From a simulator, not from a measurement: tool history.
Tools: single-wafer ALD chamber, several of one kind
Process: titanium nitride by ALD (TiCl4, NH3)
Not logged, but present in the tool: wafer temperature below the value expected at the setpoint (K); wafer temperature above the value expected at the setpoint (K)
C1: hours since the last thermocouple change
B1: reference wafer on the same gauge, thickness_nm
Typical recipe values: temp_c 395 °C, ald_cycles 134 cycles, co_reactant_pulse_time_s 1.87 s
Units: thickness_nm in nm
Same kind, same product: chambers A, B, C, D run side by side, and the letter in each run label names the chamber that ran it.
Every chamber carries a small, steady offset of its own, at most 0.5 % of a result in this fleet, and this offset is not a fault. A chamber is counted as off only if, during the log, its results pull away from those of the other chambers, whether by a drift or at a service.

{"run": "1D", "day": 0.133, "temp_c": 395, "ald_cycles": 134, "co_reactant_pulse_time_s": 1.87, "C1": 563.5, "B1": 2.3996, "thickness_nm": 2.9371}
{"run": "2C", "day": 0.4, "temp_c": 395, "ald_cycles": 134, "co_reactant_pulse_time_s": 1.87, "C1": 617.9, "B1": 2.3986, "thickness_nm": 2.9296}
{"run": "3A", "day": 0.654, "temp_c": 395, "ald_cycles": 134, "co_reactant_pulse_time_s": 1.87, "C1": 1047.6, "B1": 2.3979, "thickness_nm": 2.9409}
{"run": "4B", "day": 0.833, "temp_c": 395, "ald_cycles": 134, "co_reactant_pulse_time_s": 1.87, "C1": 1103.1, "B1": 2.3974, "thickness_nm": 2.9363}
{"run": "5B", "day": 1.096, "temp_c": 395, "ald_cycles": 134, "co_reactant_pulse_time_s": 1.87, "C1": 1109.4, "B1": 2.3967, "thickness_nm": 2.9381}
{"run": "6A", "day": 1.329, "temp_c": 395, "ald_cycles": 134, "co_reactant_pulse_time_s": 1.87, "C1": 1063.8, "B1": 2.3955, "thickness_nm": 2.9313}
{"run": "7C", "day": 1.554, "temp_c": 395, "ald_cycles": 134, "co_reactant_pulse_time_s": 1.87, "C1": 645.6, "B1": 2.395, "thickness_nm": 2.9358}
{"run": "8D", "day": 1.688, "temp_c": 395, "ald_cycles": 134, "co_reactant_pulse_time_s": 1.87, "C1": 600.8, "B1": 2.3948, "thickness_nm": 2.92}
{"run": "9C", "day": 1.946, "temp_c": 395, "ald_cycles": 134, "co_reactant_pulse_time_s": 1.87, "C1": 655, "B1": 2.3958, "thickness_nm": 2.9326}
{"run": "10B", "day": 2.171, "temp_c": 395, "ald_cycles": 134, "co_reactant_pulse_time_s": 1.29, "C1": 1135.2, "B1": 2.3934, "thickness_nm": 2.8736}
{"run": "11D", "day": 2.383, "temp_c": 395, "ald_cycles": 134, "co_reactant_pulse_time_s": 1.29, "C1": 617.5, "B1": 2.3925, "thickness_nm": 2.8692}
{"run": "12A", "day": 2.658, "temp_c": 395, "ald_cycles": 134, "co_reactant_pulse_time_s": 1.29, "C1": 1095.7, "B1": 2.3926, "thickness_nm": 2.8794}
{"run": "13D", "day": 2.788, "temp_c": 395, "ald_cycles": 134, "co_reactant_pulse_time_s": 1.29, "C1": 627.2, "B1": 2.3924, "thickness_nm": 2.8644}
{"run": "14B", "day": 3.075, "temp_c": 395, "ald_cycles": 134, "co_reactant_pulse_time_s": 1.87, "C1": 1156.9, "B1": 2.3913, "thickness_nm": 2.9343}
{"day": 3.308, "done": "chamber A: thermocouple changed; heater temperature recalibrated"}
{"run": "15C", "day": 3.362, "temp_c": 395, "ald_cycles": 134, "co_reactant_pulse_time_s": 1.87, "C1": 689, "B1": 2.39, "thickness_nm": 2.9242}
{"run": "16A", "day": 3.55, "temp_c": 395, "ald_cycles": 134, "co_reactant_pulse_time_s": 1.87, "C1": 5.9, "B1": 2.3891, "thickness_nm": 2.9253}
{"run": "17D", "day": 3.808, "temp_c": 395, "ald_cycles": 134, "co_reactant_pulse_time_s": 1.87, "C1": 651.7, "B1": 2.3893, "thickness_nm": 2.9096}
{"run": "18C", "day": 4.079, "temp_c": 395, "ald_cycles": 134, "co_reactant_pulse_time_s": 1.87, "C1": 706.2, "B1": 2.3887, "thickness_nm": 2.9235}
{"run": "19B", "day": 4.271, "temp_c": 395, "ald_cycles": 134, "co_reactant_pulse_time_s": 1.87, "C1": 1185.6, "B1": 2.3878, "thickness_nm": 2.9254}
{"run": "20A", "day": 4.467, "temp_c": 395, "ald_cycles": 134, "co_reactant_pulse_time_s": 1.87, "C1": 27.9, "B1": 2.3867, "thickness_nm": 2.9219}
{"run": "21D", "day": 4.671, "temp_c": 395, "ald_cycles": 134, "co_reactant_pulse_time_s": 1.87, "C1": 672.4, "B1": 2.3876, "thickness_nm": 2.9161}
{"run": "22B", "day": 4.808, "temp_c": 410, "ald_cycles": 134, "co_reactant_pulse_time_s": 1.87, "C1": 1198.5, "B1": 2.3861, "thickness_nm": 2.9502}
{"run": "23C", "day": 5.079, "temp_c": 410, "ald_cycles": 134, "co_reactant_pulse_time_s": 1.87, "C1": 730.2, "B1": 2.3856, "thickness_nm": 2.9438}
{"run": "24A", "day": 5.304, "temp_c": 410, "ald_cycles": 134, "co_reactant_pulse_time_s": 1.87, "C1": 48, "B1": 2.3851, "thickness_nm": 2.9513}
{"run": "25B", "day": 5.454, "temp_c": 410, "ald_cycles": 134, "co_reactant_pulse_time_s": 1.87, "C1": 1214, "B1": 2.3836, "thickness_nm": 2.9386}
{"run": "26C", "day": 5.679, "temp_c": 395, "ald_cycles": 134, "co_reactant_pulse_time_s": 1.87, "C1": 744.6, "B1": 2.3844, "thickness_nm": 2.911}

All chambers now run identical settings, listed one chamber a line with results as question marks. What results will each chamber show?
{"run": "27A", "day": 5.888, "temp_c": 395, "ald_cycles": 134, "co_reactant_pulse_time_s": 1.87, "thickness_nm": "?"}
{"run": "27B", "day": 5.888, "temp_c": 395, "ald_cycles": 134, "co_reactant_pulse_time_s": 1.87, "thickness_nm": "?"}
{"run": "27C", "day": 5.888, "temp_c": 395, "ald_cycles": 134, "co_reactant_pulse_time_s": 1.87, "thickness_nm": "?"}
{"run": "27D", "day": 5.888, "temp_c": 395, "ald_cycles": 134, "co_reactant_pulse_time_s": 1.87, "thickness_nm": "?"}

run=27A thickness_nm=2.9247
run=27B thickness_nm=2.9105
run=27C thickness_nm=2.9252
run=27D thickness_nm=2.9087

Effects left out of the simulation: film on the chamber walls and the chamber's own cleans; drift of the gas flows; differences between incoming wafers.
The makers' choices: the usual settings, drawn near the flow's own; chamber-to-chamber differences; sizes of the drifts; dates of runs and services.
